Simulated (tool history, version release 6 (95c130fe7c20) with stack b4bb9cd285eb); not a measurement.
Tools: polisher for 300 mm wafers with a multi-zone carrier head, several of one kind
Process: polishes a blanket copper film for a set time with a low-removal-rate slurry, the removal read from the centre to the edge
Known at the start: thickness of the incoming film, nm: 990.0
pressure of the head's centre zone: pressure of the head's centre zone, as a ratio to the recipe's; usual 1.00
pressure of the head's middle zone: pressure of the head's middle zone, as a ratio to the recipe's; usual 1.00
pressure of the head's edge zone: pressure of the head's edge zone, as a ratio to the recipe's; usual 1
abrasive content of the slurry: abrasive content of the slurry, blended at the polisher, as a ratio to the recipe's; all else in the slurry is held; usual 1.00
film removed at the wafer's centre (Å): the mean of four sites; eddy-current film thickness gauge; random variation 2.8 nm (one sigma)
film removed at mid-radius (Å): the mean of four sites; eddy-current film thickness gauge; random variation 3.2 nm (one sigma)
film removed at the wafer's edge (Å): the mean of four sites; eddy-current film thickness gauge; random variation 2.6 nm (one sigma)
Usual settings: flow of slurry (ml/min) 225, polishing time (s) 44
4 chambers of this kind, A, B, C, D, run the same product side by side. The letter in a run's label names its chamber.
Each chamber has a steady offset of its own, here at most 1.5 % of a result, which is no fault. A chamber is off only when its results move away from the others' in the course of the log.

| run | hour | flow of slurry (ml/min) | pressure of the head's centre zone | pressure of the head's middle zone | pressure of the head's edge zone | abrasive content of the slurry | polishing time (s) | film removed at the wafer's centre (Å) | film removed at mid-radius (Å) | film removed at the wafer's edge (Å) |
|---|---|---|---|---|---|---|---|---|---|---|
| 1C | 9.7 | 225 | 1.00 | 1.00 | 1 | 1.00 | 44 | 2211.1 | 2248.4 | 2217.3 |
| 2B | 15.8 | 225 | 1.00 | 1.00 | 1 | 1.00 | 44 | 2275.7 | 2254.9 | 2247.3 |
| 3A | 24.4 | 225 | 1.00 | 1.00 | 1 | 1.00 | 44 | 2200.6 | 2180.5 | 2238.9 |
| 4D | 29.8 | 225 | 1.00 | 1.00 | 1 | 1.00 | 44 | 2276.8 | 2195.5 | 2214.2 |
|  | 31.2 | chamber B: worn pad replaced by a new one |
|  | 32.3 | chamber C: worn pad replaced by a new one |
| 5D | 38.9 | 225 | 1.00 | 0.94 | 1 | 1.00 | 44 | 2243.2 | 2096.3 | 2252.9 |
| 6A | 49.1 | 225 | 1.00 | 0.94 | 1 | 1.00 | 44 | 2250.6 | 2143.3 | 2264.3 |
|  | 51.7 | chamber C: centre zone pressure recalibrated |
|  | 52.8 | chamber D: worn pad replaced by a new one |
| 7C | 54.8 | 225 | 1.00 | 0.94 | 1 | 1.00 | 44 | 2256.5 | 2151.3 | 2243.4 |
|  | 60.2 | chamber A: worn pad replaced by a new one |
| 8B | 60.7 | 225 | 1.00 | 0.94 | 1 | 1.00 | 44 | 2287.7 | 2100.1 | 2227.4 |
| 9A | 67.7 | 225 | 1.00 | 1.00 | 1 | 1.00 | 44 | 2212.2 | 2217.6 | 2250.1 |
| 10C | 77.8 | 225 | 1.00 | 1.00 | 1 | 1.00 | 44 | 2270.1 | 2239.2 | 2222.8 |
|  | 84.0 | chamber B: worn pad replaced by a new one |
| 11B | 84.4 | 225 | 1.00 | 1.00 | 1 | 1.00 | 44 | 2221.5 | 2233.7 | 2200.1 |
| 12D | 90.9 | 225 | 1.00 | 1.00 | 1 | 1.00 | 44 | 2251.4 | 2212.5 | 2168.4 |
| 13B | 100.6 | 225 | 0.92 | 0.95 | 1 | 1.00 | 44 | 2031.0 | 2121.3 | 2190.5 |
| 14C | 108.8 | 225 | 0.92 | 0.95 | 1 | 1.00 | 44 | 2064.5 | 2130.4 | 2241.0 |
| 15D | 116.2 | 225 | 0.92 | 0.95 | 1 | 1.00 | 44 | 2067.3 | 2099.7 | 2301.1 |
|  | 117.4 | chamber D: worn pad replaced by a new one |
| 16A | 121.2 | 225 | 0.92 | 0.95 | 1 | 1.00 | 44 | 2090.1 | 2137.7 | 2239.8 |
| 17A | 127.0 | 225 | 1.00 | 1.00 | 1 | 1.00 | 44 | 2263.3 | 2251.8 | 2242.3 |
|  | 129.2 | chamber C: slurry nozzle cleaned |
| 18C | 131.9 | 225 | 1.00 | 1.00 | 1 | 1.00 | 44 | 2225.4 | 2226.7 | 2252.6 |
|  | 132.1 | chamber A: worn pad replaced by a new one |
|  | 134.5 | chamber C: worn pad replaced by a new one |
| 19B | 142.2 | 225 | 1.00 | 1.00 | 1 | 1.00 | 44 | 2242.2 | 2274.1 | 2206.0 |
|  | 142.3 | chamber B: worn pad replaced by a new one |
| 20D | 147.3 | 225 | 1.00 | 1.00 | 1 | 1.25 | 44 | 2342.7 | 2315.5 | 2331.3 |
| 21C | 156.2 | 225 | 1.00 | 1.00 | 1 | 1.25 | 44 | 2373.6 | 2369.2 | 2313.6 |
| 22D | 164.1 | 225 | 1.00 | 1.00 | 1 | 1.25 | 44 | 2349.2 | 2327.4 | 2342.5 |
| 23A | 173.7 | 225 | 1.00 | 1.00 | 1 | 1.25 | 44 | 2325.6 | 2347.0 | 2298.6 |
|  | 175.7 | chamber D: centre zone pressure recalibrated |
|  | 179.3 | chamber D: worn pad replaced by a new one |
| 24B | 181.9 | 225 | 1.00 | 1.00 | 1 | 1.00 | 44 | 2264.4 | 2250.1 | 2219.2 |
| 25C | 191.4 | 225 | 1.00 | 1.00 | 1 | 1.00 | 44 | 2260.8 | 2249.0 | 2221.6 |
| 26D | 196.2 | 225 | 1.00 | 1.00 | 1 | 1.00 | 44 | 2379.3 | 2201.4 | 2201.0 |
| 27B | 202.0 | 225 | 1.00 | 1.00 | 1 | 1.00 | 44 | 2244.0 | 2213.4 | 2222.8 |
|  | 205.8 | chamber B: worn pad replaced by a new one |
| 28A | 208.4 | 225 | 1.00 | 1.00 | 1 | 1.00 | 44 | 2241.2 | 2233.1 | 2246.5 |
|  | 210.1 | chamber C: edge zone pressure recalibrated |
|  | 214.5 | chamber A: worn pad replaced by a new one |
| 29C | 214.7 | 175 | 1.00 | 1.09 | 1 | 1.00 | 44 | 2181.6 | 2385.9 | 2149.7 |
| 30D | 224.1 | 175 | 1.00 | 1.09 | 1 | 1.00 | 44 | 2293.0 | 2359.1 | 2163.2 |
| 31A | 229.1 | 175 | 1.00 | 1.09 | 1 | 1.00 | 44 | 2173.1 | 2353.1 | 2174.2 |
|  | 229.4 | chamber D: worn pad replaced by a new one |
|  | 231.2 | chamber C: worn pad replaced by a new one |
|  | 235.5 | chamber D: slurry nozzle cleaned |
| 32B | 235.9 | 175 | 1.00 | 1.09 | 1 | 1.00 | 44 | 2149.9 | 2361.8 | 2184.2 |
| 33C | 243.5 | 225 | 1.00 | 1.00 | 1 | 1.00 | 44 | 2201.7 | 2272.8 | 2194.0 |
| 34B | 249.0 | 225 | 1.00 | 1.00 | 1 | 1.00 | 44 | 2218.1 | 2236.2 | 2186.9 |
| 35D | 258.8 | 225 | 1.00 | 1.00 | 1 | 1.00 | 44 | 2413.2 | 2241.4 | 2250.4 |
|  | 263.0 | chamber B: worn pad replaced by a new one |
| 36A | 265.8 | 225 | 1.00 | 1.00 | 1 | 1.00 | 44 | 2212.9 | 2235.0 | 2216.1 |
| 37B | 274.3 | 225 | 1.00 | 1.00 | 1 | 1.00 | 44 | 2281.1 | 2211.4 | 2234.5 |
| 38C | 279.0 | 225 | 1.00 | 1.00 | 1 | 1.00 | 44 | 2298.1 | 2212.1 | 2243.8 |
| 39A | 283.6 | 225 | 1.00 | 1.00 | 1 | 1.00 | 44 | 2234.2 | 2292.6 | 2263.2 |

Next, every chamber runs the same settings. What will each give?
| 40A | 291.3 | 225 | 1.00 | 1.00 | 1 | 1.00 | 54 | ? | ? | ? |
| 40B | 291.3 | 225 | 1.00 | 1.00 | 1 | 1.00 | 54 | ? | ? | ? |
| 40C | 291.3 | 225 | 1.00 | 1.00 | 1 | 1.00 | 54 | ? | ? | ? |
| 40D | 291.3 | 225 | 1.00 | 1.00 | 1 | 1.00 | 54 | ? | ? | ? |

| run | film removed at the wafer's centre (Å) | film removed at mid-radius (Å) | film removed at the wafer's edge (Å) |
|---|---|---|---|
| 40A | 2810.3 | 2744.4 | 2684.4 |
| 40B | 2723.9 | 2790.6 | 2776.0 |
| 40C | 2750.2 | 2799.2 | 2749.9 |
| 40D | 2969.6 | 2698.7 | 2773.6 |
